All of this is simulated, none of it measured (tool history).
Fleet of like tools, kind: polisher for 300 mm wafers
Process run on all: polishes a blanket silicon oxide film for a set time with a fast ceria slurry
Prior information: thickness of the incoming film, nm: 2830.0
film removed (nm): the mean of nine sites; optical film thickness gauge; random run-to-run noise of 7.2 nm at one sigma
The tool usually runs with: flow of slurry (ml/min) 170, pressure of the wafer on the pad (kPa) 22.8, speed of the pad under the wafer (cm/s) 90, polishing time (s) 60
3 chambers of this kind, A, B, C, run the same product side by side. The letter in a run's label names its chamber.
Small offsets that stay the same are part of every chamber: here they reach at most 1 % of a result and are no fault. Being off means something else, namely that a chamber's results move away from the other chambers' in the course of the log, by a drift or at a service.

run   hour  flow of slurry (ml/min)  pressure of the wafer on the pad (kPa)  speed of the pad under the wafer (cm/s)  polishing time (s)  wafers polished on this pad  hours since the slurry nozzle was cleaned  hours since the head pressure was calibrated  film removed (nm)
 1B      6                      170                                    22.8                                       90                  60                          454                                      304.7                                           153             878.57
 2A    9.9                      170                                    22.8                                       90                  60                          498                                        428                                         841.6             891.78
      13.6  -- chamber B: worn pad replaced by a new one
 3C     15                      170                                    22.8                                       90                  60                          213                                      106.1                                         221.2             897.08
      21.4  -- chamber A: worn pad replaced by a new one
 4B   23.8                      170                                    22.8                                       90                  60                          123                                      322.5                                         170.8             894.16
 5C   29.7                      170                                    22.8                                       90                  60                          389                                      120.8                                         235.9             904.41
 6A   33.9                      170                                    22.8                                       90                  60                          150                                        452                                         865.6             894.64
 7C   40.9                      170                                    22.8                                       90                  60                          524                                        132                                         247.1             879.05
 8B   45.7                      170                                    22.8                                       90                  60                          386                                      344.4                                         192.7             884.38
      50.8  -- chamber A: head pressure recalibrated
 9A   51.5                      170                                    22.8                                       90                  60                          361                                      469.6                                           0.7             894.67
10A   56.5                      170                                    22.8                                       90                  60                          421                                      474.6                                           5.7             902.19
      64.3  -- chamber B: worn pad replaced by a new one
11C   64.4                      170                                    22.8                                       90                  60                          806                                      155.5                                         270.6             895.82
      64.6  -- chamber A: worn pad replaced by a new one
12B   69.4                      170                                    22.8                                       90                  60                           62                                      368.1                                         216.4             871.33
13B   75.5                      170                                    22.8                                       90                  60                          135                                      374.2                                         222.5             894.35
14C   81.7                      135                                    22.8                                      108                  60                         1013                                      172.8                                         287.9             1032.3
15A   90.2                      135                                    22.8                                      108                  60                          307                                      508.3                                          39.4             1030.1
16A   96.6                      135                                    22.8                                      108                  60                          384                                      514.7                                          45.8             1025.5
17C    102                      170                                    22.8                                       90                  60                         1257                                      193.1                                         308.2             886.38
18B  105.8                      170                                    22.8                                       90                  60                          499                                      404.5                                         252.8             893.24
       107  -- chamber A: worn pad replaced by a new one
19B  112.8                      170                                    27.6                                       90                  60                          583                                      411.5                                         259.8             1056.7
20A  118.1                      170                                    27.6                                       90                  60                          133                                      536.2                                          67.3             1084.5
       119  -- chamber B: worn pad replaced by a new one
     122.1  -- chamber C: worn pad replaced by a new one
21C  122.3                      170                                    27.6                                       90                  60                            2                                      213.4                                         328.5               1095
22C  128.8                      170                                    22.8                                       90                  60                           80                                      219.9                                           335             885.39
23A  133.7                      170                                    22.8                                      118                  60                          321                                      551.8                                          82.9             1171.7
24B  137.8                      170                                    22.8                                      118                  60                          225                                      436.5                                         284.8             1168.4
25B  145.5                      170                                    22.8                                      118                  60                          318                                      444.2                                         292.5             1155.1
     151.8  -- chamber A: worn pad replaced by a new one
26A  153.3                      170                                    22.8                                       90                  60                           18                                      571.4                                         102.5             891.06
27C  162.1                      170                                    22.8                                       90                  60                          480                                      253.2                                         368.3             910.34
28C  167.7                      170                                    22.8                                       90                  60                          547                                      258.8                                         373.9             896.33
     172.9  -- chamber B: worn pad replaced by a new one
29B  174.2                      170                                    22.8                                       90                  60                           15                                      472.9                                         321.2             892.09
30A  178.2                      170                                    22.8                                       90                  60                          317                                      596.3                                         127.4              887.2
31B    187                      170                                    22.8                                       90                  60                          169                                      485.7                                           334             887.43
32A  195.4                      170                                    22.8                                       72                  70                          523                                      613.5                                         144.6             825.55
     198.4  -- chamber A: worn pad replaced by a new one
33C  201.1                      170                                    22.8                                       72                  70                          948                                      292.2                                         407.3             820.54
34C  208.7                      170                                    22.8                                       72                  70                         1039                                      299.8                                         414.9             828.95
35B    214                      170                                    22.8                                       90                  60                          493                                      512.7                                           361             895.81
     218.5  -- chamber B: worn pad replaced by a new one
36A  219.4                      170                                    22.8                                       90                  60                          252                                      637.5                                         168.6             893.51
37C  224.9                      170                                    22.8                                       90                  60                         1234                                        316                                         431.1             910.66
38B  230.8                      170                                    22.8                                       90                  60                          147                                      529.5                                         377.8              876.8

Each of the 3 chambers runs these same settings next. Fill in every chamber's results:
39A  237.1                      170                                    22.8                                       90                  60                                                                                                                                        ?
39B  237.1                      170                                    22.8                                       90                  60                                                                                                                                        ?
39C  237.1                      170                                    22.8                                       90                  60                                                                                                                                        ?

run  film removed (nm)
39A             892.53
39B             888.55
39C             900.52
